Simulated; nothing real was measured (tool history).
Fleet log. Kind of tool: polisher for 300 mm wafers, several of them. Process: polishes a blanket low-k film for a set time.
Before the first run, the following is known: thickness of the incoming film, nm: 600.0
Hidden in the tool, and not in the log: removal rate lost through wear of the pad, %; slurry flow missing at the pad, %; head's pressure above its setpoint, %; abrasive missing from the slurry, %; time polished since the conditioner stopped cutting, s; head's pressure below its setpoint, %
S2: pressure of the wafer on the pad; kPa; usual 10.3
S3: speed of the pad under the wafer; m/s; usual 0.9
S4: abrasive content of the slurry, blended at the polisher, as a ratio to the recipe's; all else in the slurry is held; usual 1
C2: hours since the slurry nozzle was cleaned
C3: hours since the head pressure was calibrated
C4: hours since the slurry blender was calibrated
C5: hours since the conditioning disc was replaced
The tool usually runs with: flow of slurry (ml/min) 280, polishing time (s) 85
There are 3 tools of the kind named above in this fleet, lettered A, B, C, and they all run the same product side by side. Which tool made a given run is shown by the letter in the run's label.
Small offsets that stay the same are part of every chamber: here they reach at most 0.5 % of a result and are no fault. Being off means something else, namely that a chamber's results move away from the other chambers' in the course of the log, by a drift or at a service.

run 1C hour=4.1 | flow_of_slurry_(ml/min)=280 S2=10.3 S3=0.9 S4=1 polishing_time_(s)=85 | wafers_polished_on_this_pad=547 C2=287.4 C3=321.4 C4=490.5 C5=91.6 | film_removed_(nm)=26.836
run 2B hour=11.2 | flow_of_slurry_(ml/min)=280 S2=10.3 S3=0.9 S4=1 polishing_time_(s)=85 | wafers_polished_on_this_pad=960 C2=327.4 C3=132.7 C4=60.0 C5=87.0 | film_removed_(nm)=27.600
run 3A hour=15.2 | flow_of_slurry_(ml/min)=280 S2=10.3 S3=0.9 S4=1 polishing_time_(s)=85 | wafers_polished_on_this_pad=258 C2=193.4 C3=473.7 C4=338.0 C5=364.1 | film_removed_(nm)=27.257
run 4C hour=18.8 | flow_of_slurry_(ml/min)=280 S2=10.3 S3=0.9 S4=1 polishing_time_(s)=85 | wafers_polished_on_this_pad=642 C2=302.1 C3=336.1 C4=505.2 C5=106.3 | film_removed_(nm)=27.350
run 5A hour=24.6 | flow_of_slurry_(ml/min)=280 S2=10.3 S3=0.9 S4=1 polishing_time_(s)=85 | wafers_polished_on_this_pad=318 C2=202.8 C3=483.1 C4=347.4 C5=373.5 | film_removed_(nm)=27.345
-- hour=25.9 chamber A: conditioning disc replaced and pad reconditioned
run 6B hour=30.2 | flow_of_slurry_(ml/min)=280 S2=10.3 S3=0.9 S4=1 polishing_time_(s)=85 | wafers_polished_on_this_pad=1083 C2=346.4 C3=151.7 C4=79.0 C5=106.0 | film_removed_(nm)=26.513
-- hour=32.5 chamber B: worn pad replaced by a new one
run 7A hour=35.1 | flow_of_slurry_(ml/min)=280 S2=10.3 S3=0.9 S4=1 polishing_time_(s)=85 | wafers_polished_on_this_pad=386 C2=213.3 C3=493.6 C4=357.9 C5=9.3 | film_removed_(nm)=27.020
run 8C hour=41.8 | flow_of_slurry_(ml/min)=280 S2=10.3 S3=0.9 S4=1 polishing_time_(s)=85 | wafers_polished_on_this_pad=791 C2=325.1 C3=359.1 C4=528.2 C5=129.3 | film_removed_(nm)=27.544
-- hour=47.2 chamber C: slurry blender recalibrated
run 9B hour=47.5 | flow_of_slurry_(ml/min)=280 S2=10.3 S3=0.9 S4=1 polishing_time_(s)=85 | wafers_polished_on_this_pad=97 C2=363.7 C3=169.0 C4=96.3 C5=123.3 | film_removed_(nm)=27.011
run 10B hour=54.3 | flow_of_slurry_(ml/min)=280 S2=10.3 S3=0.9 S4=1 polishing_time_(s)=85 | wafers_polished_on_this_pad=141 C2=370.5 C3=175.8 C4=103.1 C5=130.1 | film_removed_(nm)=27.290
run 11C hour=59.2 | flow_of_slurry_(ml/min)=280 S2=10.3 S3=0.9 S4=1 polishing_time_(s)=85 | wafers_polished_on_this_pad=904 C2=342.5 C3=376.5 C4=12.1 C5=146.7 | film_removed_(nm)=27.423
run 12A hour=63.0 | flow_of_slurry_(ml/min)=280 S2=10.3 S3=0.9 S4=1 polishing_time_(s)=85 | wafers_polished_on_this_pad=567 C2=241.2 C3=521.5 C4=385.8 C5=37.2 | film_removed_(nm)=27.462
run 13A hour=69.9 | flow_of_slurry_(ml/min)=280 S2=10.3 S3=0.6 S4=1 polishing_time_(s)=85 | wafers_polished_on_this_pad=611 C2=248.1 C3=528.4 C4=392.7 C5=44.1 | film_removed_(nm)=19.733
run 14B hour=73.8 | flow_of_slurry_(ml/min)=280 S2=10.3 S3=0.6 S4=1 polishing_time_(s)=85 | wafers_polished_on_this_pad=267 C2=390.0 C3=195.3 C4=122.6 C5=149.6 | film_removed_(nm)=19.481
run 15C hour=80.5 | flow_of_slurry_(ml/min)=280 S2=10.3 S3=0.6 S4=1 polishing_time_(s)=85 | wafers_polished_on_this_pad=1041 C2=363.8 C3=397.8 C4=33.4 C5=168.0 | film_removed_(nm)=19.759
run 16B hour=84.1 | flow_of_slurry_(ml/min)=280 S2=10.3 S3=0.9 S4=1 polishing_time_(s)=85 | wafers_polished_on_this_pad=333 C2=400.3 C3=205.6 C4=132.9 C5=159.9 | film_removed_(nm)=26.949
run 17A hour=92.0 | flow_of_slurry_(ml/min)=280 S2=10.3 S3=0.9 S4=1 polishing_time_(s)=85 | wafers_polished_on_this_pad=754 C2=270.2 C3=550.5 C4=414.8 C5=66.2 | film_removed_(nm)=27.487
run 18C hour=98.0 | flow_of_slurry_(ml/min)=280 S2=8.3 S3=0.9 S4=1 polishing_time_(s)=85 | wafers_polished_on_this_pad=1154 C2=381.3 C3=415.3 C4=50.9 C5=185.5 | film_removed_(nm)=21.565
run 19A hour=102.5 | flow_of_slurry_(ml/min)=280 S2=8.3 S3=0.9 S4=1 polishing_time_(s)=85 | wafers_polished_on_this_pad=822 C2=280.7 C3=561.0 C4=425.3 C5=76.7 | film_removed_(nm)=21.577
run 20B hour=109.8 | flow_of_slurry_(ml/min)=280 S2=8.3 S3=0.9 S4=1 polishing_time_(s)=85 | wafers_polished_on_this_pad=499 C2=426.0 C3=231.3 C4=158.6 C5=185.6 | film_removed_(nm)=21.768
-- hour=113.2 chamber B: conditioning disc replaced and pad reconditioned
run 21C hour=115.6 | flow_of_slurry_(ml/min)=280 S2=10.3 S3=0.9 S4=1 polishing_time_(s)=85 | wafers_polished_on_this_pad=1268 C2=398.9 C3=432.9 C4=68.5 C5=203.1 | film_removed_(nm)=26.279
run 22A hour=122.8 | flow_of_slurry_(ml/min)=280 S2=10.3 S3=0.9 S4=1 polishing_time_(s)=85 | wafers_polished_on_this_pad=953 C2=301.0 C3=581.3 C4=445.6 C5=97.0 | film_removed_(nm)=27.192
run 23B hour=127.5 | flow_of_slurry_(ml/min)=280 S2=10.3 S3=0.9 S4=1 polishing_time_(s)=85 | wafers_polished_on_this_pad=614 C2=443.7 C3=249.0 C4=176.3 C5=14.4 | film_removed_(nm)=27.232
run 24C hour=135.4 | flow_of_slurry_(ml/min)=280 S2=10.3 S3=0.9 S4=1 polishing_time_(s)=85 | wafers_polished_on_this_pad=1396 C2=418.7 C3=452.7 C4=88.3 C5=222.9 | film_removed_(nm)=26.212
run 25C hour=139.1 | flow_of_slurry_(ml/min)=280 S2=10.3 S3=0.9 S4=1 polishing_time_(s)=85 | wafers_polished_on_this_pad=1420 C2=422.4 C3=456.4 C4=92.0 C5=226.6 | film_removed_(nm)=26.030
-- hour=142.5 chamber C: conditioning disc replaced and pad reconditioned
run 26B hour=145.6 | flow_of_slurry_(ml/min)=280 S2=10.3 S3=1.2 S4=1 polishing_time_(s)=85 | wafers_polished_on_this_pad=731 C2=461.8 C3=267.1 C4=194.4 C5=32.5 | film_removed_(nm)=35.048
-- hour=145.7 chamber A: worn pad replaced by a new one
run 27A hour=153.7 | flow_of_slurry_(ml/min)=280 S2=10.3 S3=1.2 S4=1 polishing_time_(s)=85 | wafers_polished_on_this_pad=52 C2=331.9 C3=612.2 C4=476.5 C5=127.9 | film_removed_(nm)=34.683
run 28A hour=161.7 | flow_of_slurry_(ml/min)=280 S2=10.3 S3=1.2 S4=1 polishing_time_(s)=85 | wafers_polished_on_this_pad=103 C2=339.9 C3=620.2 C4=484.5 C5=135.9 | film_removed_(nm)=34.283
-- hour=165.2 chamber A: slurry blender recalibrated
run 29B hour=168.3 | flow_of_slurry_(ml/min)=280 S2=10.3 S3=0.9 S4=1 polishing_time_(s)=85 | wafers_polished_on_this_pad=877 C2=484.5 C3=289.8 C4=217.1 C5=55.2 | film_removed_(nm)=26.653
run 30C hour=176.1 | flow_of_slurry_(ml/min)=280 S2=10.3 S3=0.9 S4=1 polishing_time_(s)=85 | wafers_polished_on_this_pad=1659 C2=459.4 C3=493.4 C4=129.0 C5=33.7 | film_removed_(nm)=24.534
run 31B hour=182.6 | flow_of_slurry_(ml/min)=280 S2=10.3 S3=0.9 S4=1 polishing_time_(s)=85 | wafers_polished_on_this_pad=970 C2=498.8 C3=304.1 C4=231.4 C5=69.5 | film_removed_(nm)=26.575
run 32A hour=187.9 | flow_of_slurry_(ml/min)=280 S2=10.3 S3=0.9 S4=1 polishing_time_(s)=85 | wafers_polished_on_this_pad=273 C2=366.1 C3=646.4 C4=22.8 C5=162.1 | film_removed_(nm)=26.940
run 33C hour=193.8 | flow_of_slurry_(ml/min)=280 S2=10.3 S3=0.9 S4=1 polishing_time_(s)=85 | wafers_polished_on_this_pad=1774 C2=477.1 C3=511.1 C4=146.7 C5=51.4 | film_removed_(nm)=24.365
-- hour=195.3 chamber B: worn pad replaced by a new one
run 34A hour=200.4 | flow_of_slurry_(ml/min)=280 S2=10.3 S3=0.9 S4=1 polishing_time_(s)=85 | wafers_polished_on_this_pad=354 C2=378.6 C3=658.9 C4=35.3 C5=174.6 | film_removed_(nm)=28.138
run 35B hour=205.6 | flow_of_slurry_(ml/min)=280 S2=10.3 S3=0.9 S4=1 polishing_time_(s)=85 | wafers_polished_on_this_pad=67 C2=521.8 C3=327.1 C4=254.4 C5=92.5 | film_removed_(nm)=26.888
run 36C hour=211.9 | flow_of_slurry_(ml/min)=280 S2=10.3 S3=0.9 S4=1 polishing_time_(s)=85 | wafers_polished_on_this_pad=1891 C2=495.2 C3=529.2 C4=164.8 C5=69.5 | film_removed_(nm)=24.512
run 37A hour=217.5 | flow_of_slurry_(ml/min)=280 S2=10.3 S3=0.9 S4=1 polishing_time_(s)=85 | wafers_polished_on_this_pad=464 C2=395.7 C3=676.0 C4=52.4 C5=191.7 | film_removed_(nm)=27.764
run 38B hour=221.2 | flow_of_slurry_(ml/min)=280 S2=10.3 S3=0.9 S4=1 polishing_time_(s)=85 | wafers_polished_on_this_pad=167 C2=537.4 C3=342.7 C4=270.0 C5=108.1 | film_removed_(nm)=27.606

All chambers now run identical settings, listed one chamber a line with results as question marks. What results will each chamber show?
run 39A hour=227.0 | flow_of_slurry_(ml/min)=280 S2=10.3 S3=0.9 S4=1 polishing_time_(s)=61 | film_removed_(nm)=?
run 39B hour=227.0 | flow_of_slurry_(ml/min)=280 S2=10.3 S3=0.9 S4=1 polishing_time_(s)=61 | film_removed_(nm)=?
run 39C hour=227.0 | flow_of_slurry_(ml/min)=280 S2=10.3 S3=0.9 S4=1 polishing_time_(s)=61 | film_removed_(nm)=?

run=39A film_removed_(nm)=19.358
run=39B film_removed_(nm)=18.737
run=39C film_removed_(nm)=17.162
